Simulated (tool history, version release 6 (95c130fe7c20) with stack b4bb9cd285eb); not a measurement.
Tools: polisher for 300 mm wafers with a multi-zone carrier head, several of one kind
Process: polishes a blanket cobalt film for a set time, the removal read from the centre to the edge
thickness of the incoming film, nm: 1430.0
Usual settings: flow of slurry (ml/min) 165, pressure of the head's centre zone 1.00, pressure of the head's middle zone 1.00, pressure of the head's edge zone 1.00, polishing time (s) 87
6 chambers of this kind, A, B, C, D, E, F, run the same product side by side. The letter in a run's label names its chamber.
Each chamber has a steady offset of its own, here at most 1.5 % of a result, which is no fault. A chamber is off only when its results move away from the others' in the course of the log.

run   hour  flow of slurry (ml/min)  pressure of the head's centre zone  pressure of the head's middle zone  pressure of the head's edge zone  polishing time (s)  wafers polished on this pad  hours since the slurry nozzle was cleaned  hours since the centre zone pressure was calibrated  hours since the edge zone pressure was calibrated  film removed at the wafer's centre (angstrom)  film removed at mid-radius (angstrom)  film removed at the wafer's edge (angstrom)
       5.8  -- chamber E: edge zone pressure recalibrated
 1C    6.2                      165                                1.00                                1.00                              1.00                  87                          854                                      111.8                                                724.7                                              423.9                                         2736.1                                 2759.0                                       2759.6
      12.0  -- chamber D: worn pad replaced by a new one
 2A   15.1                      165                                1.00                                1.00                              1.00                  87                           98                                      155.5                                                 69.8                                              293.0                                         2731.7                                 2734.4                                       2764.5
 3B   23.1                      165                                1.00                                1.00                              1.00                  87                          338                                      187.4                                                387.6                                              652.5                                         2792.0                                 2745.4                                       2774.3
 4F   31.5                      165                                1.00                                1.00                              1.00                  87                          732                                      182.6                                                361.6                                              276.8                                         2771.3                                 2739.1                                       2762.3
 5E   36.9                      165                                1.00                                1.00                              1.00                  87                          507                                       84.4                                                741.2                                               31.1                                         2754.9                                 2767.9                                       2729.2
 6D   42.2                      165                                1.00                                1.00                              1.00                  87                          188                                      118.4                                                406.3                                              285.6                                         2734.3                                 2755.7                                       2760.1
 7D   49.4                      165                                1.09                                0.95                              1.00                  87                          232                                      125.6                                                413.5                                              292.8                                         3061.3                                 2627.9                                       2760.2
      53.2  -- chamber E: worn pad replaced by a new one
      55.8  -- chamber B: worn pad replaced by a new one
 8E   56.7                      165                                1.09                                0.95                              1.00                  87                           22                                      104.2                                                761.0                                               50.9                                         3051.8                                 2649.8                                       2754.8
 9B   63.4                      165                                1.09                                0.95                              1.00                  87                           47                                      227.7                                                427.9                                              692.8                                         3080.4                                 2591.4                                       2791.8
10A   68.3                      165                                1.09                                0.95                              1.00                  87                          429                                      208.7                                                123.0                                              346.2                                         3050.4                                 2630.8                                       2712.1
      69.7  -- chamber C: worn pad replaced by a new one
11C   77.6                      165                                1.09                                0.95                              1.00                  87                           49                                      183.2                                                796.1                                              495.3                                         3029.6                                 2629.7                                       2763.3
      84.0  -- chamber A: worn pad replaced by a new one
      86.3  -- chamber B: edge zone pressure recalibrated
12F   87.8                      165                                1.09                                0.95                              1.00                  87                         1082                                      238.9                                                417.9                                              333.1                                         3057.2                                 2637.7                                       2809.2
13C   93.3                      165                                1.00                                1.00                              1.00                  87                          147                                      198.9                                                811.8                                              511.0                                         2747.7                                 2750.8                                       2792.0
      95.6  -- chamber D: worn pad replaced by a new one
14F   99.4                      165                                1.05                                1.05                              1.00                  87                         1155                                      250.5                                                429.5                                              344.7                                         2986.8                                 2862.0                                       2782.4
15E  106.9                      165                                1.05                                1.05                              1.00                  87                          334                                      154.4                                                811.2                                              101.1                                         2964.1                                 2843.2                                       2741.0
16B  113.1                      165                                1.05                                1.05                              1.00                  87                          356                                      277.4                                                477.6                                               26.9                                         2895.4                                 2883.3                                       2796.7
17D  120.0                      165                                1.05                                1.05                              1.00                  87                          151                                      196.2                                                484.1                                              363.4                                         2914.6                                 2844.1                                       2776.0
18A  127.7                      165                                1.05                                1.05                              1.00                  87                          272                                      268.1                                                182.4                                              405.6                                         2923.3                                 2872.5                                       2765.8
19C  136.7                      165                                1.05                                1.05                              1.00                  87                          417                                      242.3                                                855.2                                              554.4                                         2877.9                                 2873.2                                       2765.7
     142.5  -- chamber E: worn pad replaced by a new one
20F  143.4                      165                                1.00                                1.00                              1.00                  87                         1428                                      294.5                                                473.5                                              388.7                                         2734.0                                 2712.4                                       2751.5
     145.7  -- chamber E: centre zone pressure recalibrated
     145.9  -- chamber F: worn pad replaced by a new one
21D  151.0                      165                                1.00                                1.00                              1.00                  87                          344                                      227.2                                                515.1                                              394.4                                         2739.0                                 2757.7                                       2746.0
     156.2  -- chamber B: worn pad replaced by a new one
22A  160.3                      165                                1.00                                1.00                              1.00                  87                          474                                      300.7                                                215.0                                              438.2                                         2752.4                                 2741.8                                       2738.0
23B  166.8                      165                                1.00                                1.00                              1.00                  87                           66                                      331.1                                                531.3                                               80.6                                         2699.3                                 2710.4                                       2781.2
24E  172.5                      185                                1.00                                1.00                              0.95                  87                          186                                      220.0                                                 26.9                                              166.7                                         2785.5                                 2790.5                                       2749.7
     174.7  -- chamber A: worn pad replaced by a new one
25B  177.2                      185                                1.00                                1.00                              0.95                  87                          130                                      341.5                                                541.7                                               91.0                                         2750.4                                 2783.6                                       2730.6
26A  185.0                      185                                1.00                                1.00                              0.95                  87                           64                                      325.4                                                239.7                                              462.9                                         2831.4                                 2825.8                                       2693.0
     188.3  -- chamber D: centre zone pressure recalibrated
     188.6  -- chamber D: worn pad replaced by a new one
27E  192.2                      185                                1.00                                1.00                              0.95                  87                          309                                      239.7                                                 46.6                                              186.4                                         2848.1                                 2775.4                                       2744.8
28F  198.1                      185                                1.00                                1.00                              0.95                  87                          324                                      349.2                                                528.2                                              443.4                                         2737.7                                 2795.9                                       2732.9
29C  204.8                      185                                1.00                                1.00                              0.95                  87                          840                                      310.4                                                923.3                                              622.5                                         2803.8                                 2794.8                                       2715.0
30D  210.6                      165                                1.00                                1.00                              1.00                  87                          137                                      286.8                                                 22.3                                              454.0                                         2789.3                                 2807.7                                       2770.3
31F  215.5                      165                                1.00                                0.93                              1.00                  87                          432                                      366.6                                                545.6                                              460.8                                         2712.9                                 2524.5                                       2778.6
32C  224.4                      165                                1.00                                0.93                              1.00                  87                          962                                      330.0                                                942.9                                              642.1                                         2757.8                                 2555.7                                       2807.6
33A  231.3                      165                                1.00                                0.93                              1.00                  87                          352                                      371.7                                                286.0                                              509.2                                         2702.4                                 2576.1                                       2705.1
     236.4  -- chamber E: worn pad replaced by a new one
     236.9  -- chamber F: centre zone pressure recalibrated
     237.2  -- chamber B: worn pad replaced by a new one
34D  240.5                      165                                1.00                                0.93                              1.00                  87                          323                                      316.7                                                 52.2                                              483.9                                         2718.5                                 2578.1                                       2759.5
35B  245.9                      165                                1.00                                0.93                              1.00                  87                           54                                      410.2                                                610.4                                              159.7                                         2627.1                                 2562.1                                       2778.5
     246.6  -- chamber B: slurry nozzle cleaned
36E  255.7                      165                                1.00                                0.93                              1.00                  87                          120                                      303.2                                                110.1                                              249.9                                         2801.7                                 2531.9                                       2760.7
37F  262.5                      165                                1.00                                1.00                              1.00                  87                          725                                      413.6                                                 25.6                                              507.8                                         2742.4                                 2728.8                                       2730.8
38D  267.0                      165                                1.00                                1.00                              1.00                  87                          488                                      343.2                                                 78.7                                              510.4                                         2715.9                                 2758.1                                       2740.6
     268.4  -- chamber C: worn pad replaced by a new one
     272.5  -- chamber A: worn pad replaced by a new one
39A  273.8                      195                                1.11                                1.00                              1.00                  87                            8                                      414.2                                                328.5                                              551.7                                         3153.3                                 2810.2                                       2771.1
     277.5  -- chamber C: slurry nozzle cleaned
40C  280.8                      195                                1.11                                1.00                              1.00                  87                           77                                        3.4                                                999.3                                              698.5                                         3189.2                                 2817.8                                       2849.3
41E  287.0                      195                                1.11                                1.00                              1.00                  87                          314                                      334.5                                                141.4                                              281.2                                         3262.2                                 2797.1                                       2820.0
42B  293.0                      195                                1.11                                1.00                              1.00                  87                          347                                       46.4                                                657.5                                              206.8                                         3187.1                                 2837.4                                       2850.4

Next, every chamber runs the same settings. What will each give?
43A  300.4                      165                                1.00                                1.00                              1.00                  87                                                                                                                                                                                                                              ?                                      ?                                            ?
43B  300.4                      165                                1.00                                1.00                              1.00                  87                                                                                                                                                                                                                              ?                                      ?                                            ?
43C  300.4                      165                                1.00                                1.00                              1.00                  87                                                                                                                                                                                                                              ?                                      ?                                            ?
43D  300.4                      165                                1.00                                1.00                              1.00                  87                                                                                                                                                                                                                              ?                                      ?                                            ?
43E  300.4                      165                                1.00                                1.00                              1.00                  87                                                                                                                                                                                                                              ?                                      ?                                            ?
43F  300.4                      165                                1.00                                1.00                              1.00                  87                                                                                                                                                                                                                              ?                                      ?                                            ?

run  film removed at the wafer's centre (angstrom)  film removed at mid-radius (angstrom)  film removed at the wafer's edge (angstrom)
43A                                         2727.5                                 2760.2                                       2729.3
43B                                         2739.8                                 2737.3                                       2775.8
43C                                         2730.8                                 2789.9                                       2779.0
43D                                         2710.0                                 2727.6                                       2742.4
43E                                         2679.3                                 2762.7                                       2722.9
43F                                         2778.7                                 2750.5                                       2764.0

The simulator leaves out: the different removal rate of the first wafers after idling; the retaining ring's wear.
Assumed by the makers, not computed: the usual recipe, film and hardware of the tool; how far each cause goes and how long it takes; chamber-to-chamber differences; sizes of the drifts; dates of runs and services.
